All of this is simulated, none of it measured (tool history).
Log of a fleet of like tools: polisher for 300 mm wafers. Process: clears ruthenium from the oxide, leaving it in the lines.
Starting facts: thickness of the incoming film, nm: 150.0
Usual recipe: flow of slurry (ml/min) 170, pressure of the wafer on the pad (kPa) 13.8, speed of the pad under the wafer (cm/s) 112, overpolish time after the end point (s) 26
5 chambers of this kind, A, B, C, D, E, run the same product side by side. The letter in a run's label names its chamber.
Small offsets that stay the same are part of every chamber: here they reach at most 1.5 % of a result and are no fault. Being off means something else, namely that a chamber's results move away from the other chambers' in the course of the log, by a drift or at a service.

run   hour  flow of slurry (ml/min)  pressure of the wafer on the pad (kPa)  speed of the pad under the wafer (cm/s)  overpolish time after the end point (s)  time until the end point was called (s)
       0.3  -- chamber A: head pressure recalibrated
 1D    8.8                      170                                    13.8                                      112                                       26                                   119.31
 2E   14.5                      170                                    13.8                                      112                                       26                                   118.49
      24.2  -- chamber A: worn pad replaced by a new one
 3A   25.0                      170                                    13.8                                      112                                       26                                   118.86
 4B   31.6                      170                                    13.8                                      112                                       26                                   116.81
 5C   39.1                      170                                    13.8                                       88                                       21                                   151.22
      40.1  -- chamber B: slurry nozzle cleaned
 6B   47.3                      170                                    13.8                                       88                                       21                                   149.02
      51.1  -- chamber A: slurry nozzle cleaned
      52.1  -- chamber E: worn pad replaced by a new one
 7D   58.6                      170                                    13.8                                       88                                       21                                   148.10
 8C   64.4                      170                                    13.8                                       88                                       21                                   151.14
      68.5  -- chamber B: worn pad replaced by a new one
 9A   76.5                      170                                    13.8                                       88                                       21                                   151.55
10E   82.2                      170                                    13.8                                      112                                       26                                   117.23
      82.5  -- chamber D: worn pad replaced by a new one
11D   89.0                      170                                    13.8                                      112                                       26                                   118.49
12E  100.6                      170                                    15.2                                      112                                       26                                   106.88
     103.0  -- chamber D: head pressure recalibrated
     105.6  -- chamber A: worn pad replaced by a new one
13A  106.4                      170                                    15.2                                      112                                       26                                   107.61
14C  118.1                      170                                    15.2                                      112                                       26                                   107.38
     120.9  -- chamber C: worn pad replaced by a new one
15B  124.8                      170                                    15.2                                      112                                       26                                   108.33
16C  133.7                      170                                    15.2                                      112                                       26                                   108.23
     139.1  -- chamber D: slurry nozzle cleaned
17D  144.1                      170                                    13.8                                      112                                       26                                   123.33
18A  151.1                      170                                    13.8                                      112                                       26                                   120.24
     158.7  -- chamber E: worn pad replaced by a new one
19B  163.6                      170                                    13.8                                      112                                       26                                   119.17
     169.5  -- chamber E: slurry nozzle cleaned
20E  172.6                      170                                    13.8                                      112                                       26                                   118.22
     175.1  -- chamber A: worn pad replaced by a new one
21A  180.1                      170                                    13.8                                      112                                       26                                   118.52
22D  189.7                      170                                    13.8                                      112                                       26                                   125.61
23C  196.8                      190                                    13.8                                      112                                       19                                   118.41
     202.4  -- chamber D: worn pad replaced by a new one
     207.9  -- chamber B: worn pad replaced by a new one
24B  208.8                      190                                    13.8                                      112                                       19                                   115.18
25E  219.5                      190                                    13.8                                      112                                       19                                   116.50
26E  225.8                      190                                    13.8                                      112                                       19                                   116.43
27A  232.6                      190                                    13.8                                      112                                       19                                   117.71
28D  240.2                      170                                    13.8                                      112                                       26                                   125.51
29B  247.0                      170                                    13.8                                      112                                       26                                   119.77
     248.5  -- chamber A: slurry nozzle cleaned
     255.2  -- chamber A: worn pad replaced by a new one
30C  258.3                      170                                    13.8                                      112                                       26                                   120.53
     262.5  -- chamber E: worn pad replaced by a new one
31B  268.5                      170                                    13.8                                      112                                       26                                   117.31
     273.9  -- chamber C: worn pad replaced by a new one
32A  279.7                      170                                    13.8                                      112                                       26                                   117.85
33C  286.2                      170                                     9.0                                       86                                       26                                   241.91
34D  293.9                      170                                     9.0                                       86                                       26                                   245.33
35E  300.7                      170                                     9.0                                       86                                       26                                   235.66
36A  313.1                      170                                     9.0                                       86                                       26                                   237.17

All 5 chambers run these settings next. Forecast each chamber's results:
37A  322.2                      170                                    13.8                                      112                                       37                                        ?
37B  322.2                      170                                    13.8                                      112                                       37                                        ?
37C  322.2                      170                                    13.8                                      112                                       37                                        ?
37D  322.2                      170                                    13.8                                      112                                       37                                        ?
37E  322.2                      170                                    13.8                                      112                                       37                                        ?

run  time until the end point was called (s)
37A                                   118.90
37B                                   118.37
37C                                   119.35
37D                                   122.54
37E                                   116.12
